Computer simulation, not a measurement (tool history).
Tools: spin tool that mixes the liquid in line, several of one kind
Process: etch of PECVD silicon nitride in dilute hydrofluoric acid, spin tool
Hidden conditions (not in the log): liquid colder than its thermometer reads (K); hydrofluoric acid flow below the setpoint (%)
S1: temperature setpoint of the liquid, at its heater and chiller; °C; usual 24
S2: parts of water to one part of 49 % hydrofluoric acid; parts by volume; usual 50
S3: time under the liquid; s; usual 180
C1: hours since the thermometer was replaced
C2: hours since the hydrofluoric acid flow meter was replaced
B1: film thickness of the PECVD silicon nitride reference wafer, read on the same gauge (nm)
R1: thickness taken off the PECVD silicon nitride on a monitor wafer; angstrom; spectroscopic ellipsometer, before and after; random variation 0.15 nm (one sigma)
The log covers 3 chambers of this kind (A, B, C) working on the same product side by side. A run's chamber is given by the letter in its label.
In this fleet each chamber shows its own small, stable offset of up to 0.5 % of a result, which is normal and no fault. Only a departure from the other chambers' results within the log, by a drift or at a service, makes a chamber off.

Run 1A, hour 3.1: usual settings; C1 649.5; C2 1239.2; B1 30.005. Result: R1 179.41 angstrom.
Run 2C, hour 6.1: usual settings; C1 757.3; C2 427.5; B1 30.003. Result: R1 180.34 angstrom.
Run 3B, hour 9.1: usual settings; C1 690.7; C2 1482.5; B1 29.998. Result: R1 175.21 angstrom.
Run 4A, hour 13.2: usual settings; C1 659.6; C2 1249.3; B1 30.007. Result: R1 177.33 angstrom.
Run 5C, hour 16.4: usual settings; C1 767.6; C2 437.8; B1 29.987. Result: R1 178.06 angstrom.
Run 6B, hour 19.2: usual settings; C1 700.8; C2 1492.6; B1 29.972. Result: R1 179.31 angstrom.
Run 7B, hour 23.2: usual settings; C1 704.8; C2 1496.6; B1 30.024. Result: R1 177.01 angstrom.
Run 8A, hour 26.8: usual settings; C1 673.2; C2 1262.9; B1 30. Result: R1 177.87 angstrom.
Run 9C, hour 29.1: usual settings; C1 780.3; C2 450.5; B1 29.97. Result: R1 180.49 angstrom.
Run 10A, hour 31.2: usual settings; C1 677.6; C2 1267.3; B1 30.003. Result: R1 179.61 angstrom.
Run 11B, hour 34.8: usual settings; C1 716.4; C2 1508.2; B1 30.039. Result: R1 177.4 angstrom.
Run 12C, hour 38.4: usual settings; C1 789.6; C2 459.8; B1 30.045. Result: R1 178.46 angstrom.
Run 13B, hour 41.4: usual settings; C1 723; C2 1514.8; B1 30.053. Result: R1 180.65 angstrom.
Run 14A, hour 44: usual settings; C1 690.4; C2 1280.1; B1 30.078. Result: R1 172.94 angstrom.
Run 15C, hour 46.1: usual settings; C1 797.3; C2 467.5; B1 29.993. Result: R1 179.95 angstrom.
Run 16B, hour 50.4: usual settings; C1 732; C2 1523.8; B1 29.932. Result: R1 177.04 angstrom.
Run 17A, hour 53.4: usual settings but S1 21.5 °C; C1 699.8; C2 1289.5; B1 30.055. Result: R1 145.91 angstrom.
Run 18C, hour 56.3: usual settings but S1 21.5 °C; C1 807.5; C2 477.7; B1 29.973. Result: R1 151.28 angstrom.
Run 19A, hour 59.5: usual settings but S1 21.5 °C; C1 705.9; C2 1295.6; B1 30.007. Result: R1 142.52 angstrom.
Run 20C, hour 62.6: usual settings; C1 813.8; C2 484; B1 30.007. Result: R1 178.36 angstrom.
Run 21B, hour 65.3: usual settings; C1 746.9; C2 1538.7; B1 30.039. Result: R1 174.89 angstrom.
Run 22A, hour 68.6: usual settings; C1 715; C2 1304.7; B1 29.99. Result: R1 172.14 angstrom.
Run 23C, hour 72.9: usual settings; C1 824.1; C2 494.3; B1 29.982. Result: R1 176.27 angstrom.
Run 24B, hour 77.3: usual settings; C1 758.9; C2 1550.7; B1 30.006. Result: R1 180.85 angstrom.
Run 25C, hour 81: usual settings; C1 832.2; C2 502.4; B1 30.015. Result: R1 178.07 angstrom.

All 3 chambers run these settings next. Forecast each chamber's results:
Run 26A, hour 84.3: usual settings but S3 235 s. Result: R1 ?.
Run 26B, hour 84.3: usual settings but S3 235 s. Result: R1 ?.
Run 26C, hour 84.3: usual settings but S3 235 s. Result: R1 ?.

run      R1
26A  224.89
26B  231.92
26C  232.01
